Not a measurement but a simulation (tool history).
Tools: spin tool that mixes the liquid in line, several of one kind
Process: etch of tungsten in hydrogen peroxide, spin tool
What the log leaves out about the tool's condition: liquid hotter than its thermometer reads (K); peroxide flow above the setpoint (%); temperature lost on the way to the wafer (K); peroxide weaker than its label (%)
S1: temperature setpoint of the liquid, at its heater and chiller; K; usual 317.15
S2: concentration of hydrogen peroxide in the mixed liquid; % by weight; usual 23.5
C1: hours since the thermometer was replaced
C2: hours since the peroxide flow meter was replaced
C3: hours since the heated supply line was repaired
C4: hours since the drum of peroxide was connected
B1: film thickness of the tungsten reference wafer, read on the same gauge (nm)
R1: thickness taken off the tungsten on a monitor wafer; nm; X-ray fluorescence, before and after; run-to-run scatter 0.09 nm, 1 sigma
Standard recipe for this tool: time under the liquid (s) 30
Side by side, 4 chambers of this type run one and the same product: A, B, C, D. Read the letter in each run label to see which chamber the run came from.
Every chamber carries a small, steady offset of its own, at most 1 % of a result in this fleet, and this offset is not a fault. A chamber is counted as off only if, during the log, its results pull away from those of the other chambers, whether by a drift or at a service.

{"run": "1B", "hour": 3.0, "S1": 317.15, "S2": 23.5, "time under the liquid (s)": 30, "C1": 424.7, "C2": 71.8, "C3": 69.1, "C4": 888.2, "B1": 129.98, "R1": 23.843}
{"run": "2C", "hour": 7.9, "S1": 317.15, "S2": 23.5, "time under the liquid (s)": 30, "C1": 1196.7, "C2": 522.1, "C3": 1070.9, "C4": 279.6, "B1": 130.01, "R1": 24.045}
{"run": "3D", "hour": 10.8, "S1": 317.15, "S2": 23.5, "time under the liquid (s)": 30, "C1": 1668.9, "C2": 1895.6, "C3": 1010.6, "C4": 398.1, "B1": 129.98, "R1": 23.614}
{"run": "4A", "hour": 14.6, "S1": 317.15, "S2": 23.5, "time under the liquid (s)": 30, "C1": 322.2, "C2": 303.1, "C3": 680.8, "C4": 216.0, "B1": 130.01, "R1": 23.566}
{"run": "5A", "hour": 17.4, "S1": 317.15, "S2": 23.5, "time under the liquid (s)": 30, "C1": 325.0, "C2": 305.9, "C3": 683.6, "C4": 218.8, "B1": 129.96, "R1": 23.823}
{"run": "6B", "hour": 20.9, "S1": 317.15, "S2": 23.5, "time under the liquid (s)": 30, "C1": 442.6, "C2": 89.7, "C3": 87.0, "C4": 906.1, "B1": 130.04, "R1": 23.825}
{"run": "7D", "hour": 25.4, "S1": 317.15, "S2": 23.5, "time under the liquid (s)": 30, "C1": 1683.5, "C2": 1910.2, "C3": 1025.2, "C4": 412.7, "B1": 129.99, "R1": 23.631}
{"run": "8C", "hour": 29.6, "S1": 317.15, "S2": 23.5, "time under the liquid (s)": 30, "C1": 1218.4, "C2": 543.8, "C3": 1092.6, "C4": 301.3, "B1": 130.0, "R1": 23.849}
{"run": "9B", "hour": 33.2, "S1": 322.65, "S2": 23.5, "time under the liquid (s)": 20, "C1": 454.9, "C2": 102.0, "C3": 99.3, "C4": 918.4, "B1": 129.99, "R1": 22.095}
{"run": "10C", "hour": 38.5, "S1": 322.65, "S2": 23.5, "time under the liquid (s)": 20, "C1": 1227.3, "C2": 552.7, "C3": 1101.5, "C4": 310.2, "B1": 129.97, "R1": 22.644}
{"run": "11A", "hour": 43.0, "S1": 322.65, "S2": 23.5, "time under the liquid (s)": 20, "C1": 350.6, "C2": 331.5, "C3": 709.2, "C4": 244.4, "B1": 129.99, "R1": 22.335}
{"run": "12D", "hour": 48.2, "S1": 322.65, "S2": 23.5, "time under the liquid (s)": 20, "C1": 1706.3, "C2": 1933.0, "C3": 1048.0, "C4": 435.5, "B1": 130.01, "R1": 22.185}
{"run": "13D", "hour": 52.3, "S1": 317.15, "S2": 23.5, "time under the liquid (s)": 30, "C1": 1710.4, "C2": 1937.1, "C3": 1052.1, "C4": 439.6, "B1": 130.02, "R1": 23.82}
{"run": "14B", "hour": 56.2, "S1": 317.15, "S2": 23.5, "time under the liquid (s)": 30, "C1": 477.9, "C2": 125.0, "C3": 122.3, "C4": 941.4, "B1": 129.96, "R1": 23.723}
{"run": "15C", "hour": 59.6, "S1": 311.15, "S2": 23.5, "time under the liquid (s)": 30, "C1": 1248.4, "C2": 573.8, "C3": 1122.6, "C4": 331.3, "B1": 130.02, "R1": 16.18}
{"run": "16A", "hour": 63.0, "S1": 311.15, "S2": 23.5, "time under the liquid (s)": 30, "C1": 370.6, "C2": 351.5, "C3": 729.2, "C4": 264.4, "B1": 130.0, "R1": 16.284}
{"run": "17C", "hour": 67.3, "S1": 311.15, "S2": 23.5, "time under the liquid (s)": 30, "C1": 1256.1, "C2": 581.5, "C3": 1130.3, "C4": 339.0, "B1": 129.99, "R1": 16.209}
{"run": "18A", "hour": 70.9, "S1": 311.15, "S2": 23.5, "time under the liquid (s)": 30, "C1": 378.5, "C2": 359.4, "C3": 737.1, "C4": 272.3, "B1": 130.03, "R1": 16.385}
{"run": "19D", "hour": 75.9, "S1": 317.15, "S2": 23.5, "time under the liquid (s)": 30, "C1": 1734.0, "C2": 1960.7, "C3": 1075.7, "C4": 463.2, "B1": 130.01, "R1": 23.676}
{"run": "20B", "hour": 80.5, "S1": 317.15, "S2": 23.5, "time under the liquid (s)": 30, "C1": 502.2, "C2": 149.3, "C3": 146.6, "C4": 965.7, "B1": 130.02, "R1": 23.77}
{"run": "21C", "hour": 84.5, "S1": 317.15, "S2": 23.5, "time under the liquid (s)": 30, "C1": 1273.3, "C2": 598.7, "C3": 1147.5, "C4": 356.2, "B1": 130.05, "R1": 23.955}
{"hour": 86.2, "done": "chamber D: peroxide flow meter replaced"}
{"run": "22A", "hour": 89.6, "S1": 317.15, "S2": 23.5, "time under the liquid (s)": 30, "C1": 397.2, "C2": 378.1, "C3": 755.8, "C4": 291.0, "B1": 129.98, "R1": 24.133}
{"run": "23B", "hour": 92.6, "S1": 317.15, "S2": 23.5, "time under the liquid (s)": 30, "C1": 514.3, "C2": 161.4, "C3": 158.7, "C4": 977.8, "B1": 130.05, "R1": 23.666}
{"run": "24D", "hour": 96.3, "S1": 317.15, "S2": 23.5, "time under the liquid (s)": 30, "C1": 1754.4, "C2": 10.2, "C3": 1096.1, "C4": 483.6, "B1": 130.05, "R1": 23.703}
{"run": "25D", "hour": 99.9, "S1": 317.15, "S2": 23.5, "time under the liquid (s)": 30, "C1": 1758.0, "C2": 13.8, "C3": 1099.7, "C4": 487.2, "B1": 129.99, "R1": 23.831}
{"run": "26B", "hour": 103.5, "S1": 317.15, "S2": 23.5, "time under the liquid (s)": 30, "C1": 525.2, "C2": 172.3, "C3": 169.6, "C4": 988.7, "B1": 129.96, "R1": 23.934}
{"run": "27C", "hour": 106.2, "S1": 317.15, "S2": 23.5, "time under the liquid (s)": 30, "C1": 1295.0, "C2": 620.4, "C3": 1169.2, "C4": 377.9, "B1": 130.03, "R1": 23.94}

Is one chamber off against the others, does the gauge drift, or is nothing wrong? If a chamber is off, say which, and what the likeliest cause is.

One chamber, A, drifts off from the rest bit by bit.
Cause: peroxide flow above the setpoint (%) = 4.85.
The log may not separate it from: liquid hotter than its thermometer reads (K).

Below are 4 candidate recipes for chamber A's next run, each the usual settings with a change, their results shown as question marks. Which of them brings A's results back in line with what the other chambers give on the usual settings?
Allowed miss from the other chambers' usual-settings mean, per result, to count as in line: R1 0.320 nm
{"run": "28A-1", "hour": 110.3, "S1": 317.15, "S2": 21.5, "time under the liquid (s)": 30, "R1": "?"}
{"run": "28A-2", "hour": 110.3, "S1": 317.15, "S2": 24.5, "time under the liquid (s)": 30, "R1": "?"}
{"run": "28A-3", "hour": 110.3, "S1": 317.15, "S2": 22.5, "time under the liquid (s)": 30, "R1": "?"}
{"run": "28A-4", "hour": 110.3, "S1": 317.15, "S2": 26.0, "time under the liquid (s)": 30, "R1": "?"}

What the other chambers average on the usual settings: R1 23.795 nm
run=28A-1 R1=23.299
run=28A-2 R1=24.881
run=28A-3 R1=23.838
run=28A-4 R1=25.636
The right change is 28A-3: it brings the chamber back within the allowed miss of the others.

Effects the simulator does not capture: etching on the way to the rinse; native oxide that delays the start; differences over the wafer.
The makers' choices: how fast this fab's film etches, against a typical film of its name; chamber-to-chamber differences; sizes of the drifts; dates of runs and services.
